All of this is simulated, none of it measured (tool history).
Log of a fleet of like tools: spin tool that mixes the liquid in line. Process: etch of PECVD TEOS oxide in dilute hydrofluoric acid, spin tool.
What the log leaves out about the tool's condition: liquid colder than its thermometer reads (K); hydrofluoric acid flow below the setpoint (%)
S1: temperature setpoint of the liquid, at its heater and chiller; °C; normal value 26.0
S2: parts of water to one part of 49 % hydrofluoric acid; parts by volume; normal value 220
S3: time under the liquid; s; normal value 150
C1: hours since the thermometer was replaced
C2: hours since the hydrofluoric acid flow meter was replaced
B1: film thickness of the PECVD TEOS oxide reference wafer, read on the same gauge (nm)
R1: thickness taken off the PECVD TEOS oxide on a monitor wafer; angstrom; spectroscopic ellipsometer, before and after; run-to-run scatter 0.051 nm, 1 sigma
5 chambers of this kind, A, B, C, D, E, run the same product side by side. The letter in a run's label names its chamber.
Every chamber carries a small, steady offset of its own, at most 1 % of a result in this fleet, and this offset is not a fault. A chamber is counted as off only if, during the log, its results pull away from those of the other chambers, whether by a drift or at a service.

run	hour	S1	S2	S3	C1	C2	B1	R1
1B	4.9	26.0	220	150	1074.6	1061.1	60.023	65.974
2A	12.6	26.0	220	150	509.8	1778.5	60.003	66.052
3C	17.3	26.0	220	150	156.2	408.4	59.990	65.998
4E	23.1	26.0	220	150	1680.2	540.1	59.985	67.234
5D	28.9	21.0	220	205	459.4	1057.4	59.994	75.595
6A	32.8	21.0	220	205	530.0	1798.7	59.987	76.049
7E	36.4	21.0	220	205	1693.5	553.4	59.976	75.727
8B	43.0	21.0	220	205	1112.7	1099.2	59.970	76.105
9D	47.3	21.0	220	205	477.8	1075.8	60.028	77.080
10C	53.6	26.0	220	80	192.5	444.7	59.986	35.459
11A	58.9	26.0	220	80	556.1	1824.8	59.988	35.485
12C	62.9	26.0	220	80	201.8	454.0	59.985	35.450
13D	66.9	26.0	220	80	497.4	1095.4	60.002	35.510
14E	71.4	26.0	220	80	1728.5	588.4	59.999	35.511
# hour 78.1: chamber C: hydrofluoric acid flow meter replaced
15B	78.8	26.0	220	150	1148.5	1135.0	60.004	65.864
16A	86.4	26.0	220	150	583.6	1852.3	60.017	66.300
17D	92.7	30.5	220	150	523.2	1121.2	59.959	77.887
# hour 95.8: chamber A: hydrofluoric acid flow meter replaced
18C	97.4	30.5	220	150	236.3	19.3	60.047	77.993
19B	103.2	30.5	220	150	1172.9	1159.4	59.979	75.429
20E	110.7	30.5	220	150	1767.8	627.7	60.006	78.678
21A	115.6	30.5	220	150	612.8	19.8	60.031	78.602
22B	119.0	26.0	220	150	1188.7	1175.2	60.016	64.648
23E	124.8	26.0	220	150	1781.9	641.8	60.005	66.538
24D	131.3	26.0	220	150	561.8	1159.8	59.989	66.819
25C	137.1	26.0	220	150	276.0	59.0	60.016	66.794
26D	140.8	26.0	220	150	571.3	1169.3	59.995	66.936
27C	146.9	26.0	220	150	285.8	68.8	59.994	66.716
28E	152.3	26.0	220	150	1809.4	669.3	59.995	66.076
29A	159.0	26.0	220	150	656.2	63.2	59.999	66.352
30B	164.7	26.0	220	150	1234.4	1220.9	59.979	62.667
31E	169.2	26.0	220	150	1826.3	686.2	59.954	66.425
32D	173.8	26.0	325	150	604.3	1202.3	59.997	40.957
33C	180.0	26.0	325	150	318.9	101.9	60.053	40.742
34B	184.2	26.0	325	150	1253.9	1240.4	59.981	37.359
35A	189.8	26.0	325	150	687.0	94.0	59.956	40.633
36C	196.1	26.0	325	150	335.0	118.0	60.015	40.958
37A	202.2	26.0	220	150	699.4	106.4	59.998	66.168
38E	208.5	26.0	220	150	1865.6	725.5	59.998	66.170
39D	213.1	26.0	220	150	643.6	1241.6	60.016	66.041
40B	216.7	26.0	220	150	1286.4	1272.9	60.026	59.784
41E	220.1	26.0	220	150	1877.2	737.1	60.004	66.742

Next, all 5 chambers run the settings below, one line each with question marks for the results. What does each chamber give?
42A	225.6	22.5	220	150				?
42B	225.6	22.5	220	150				?
42C	225.6	22.5	220	150				?
42D	225.6	22.5	220	150				?
42E	225.6	22.5	220	150				?

run	R1
42A	58.662
42B	53.067
42C	58.029
42D	58.031
42E	58.406
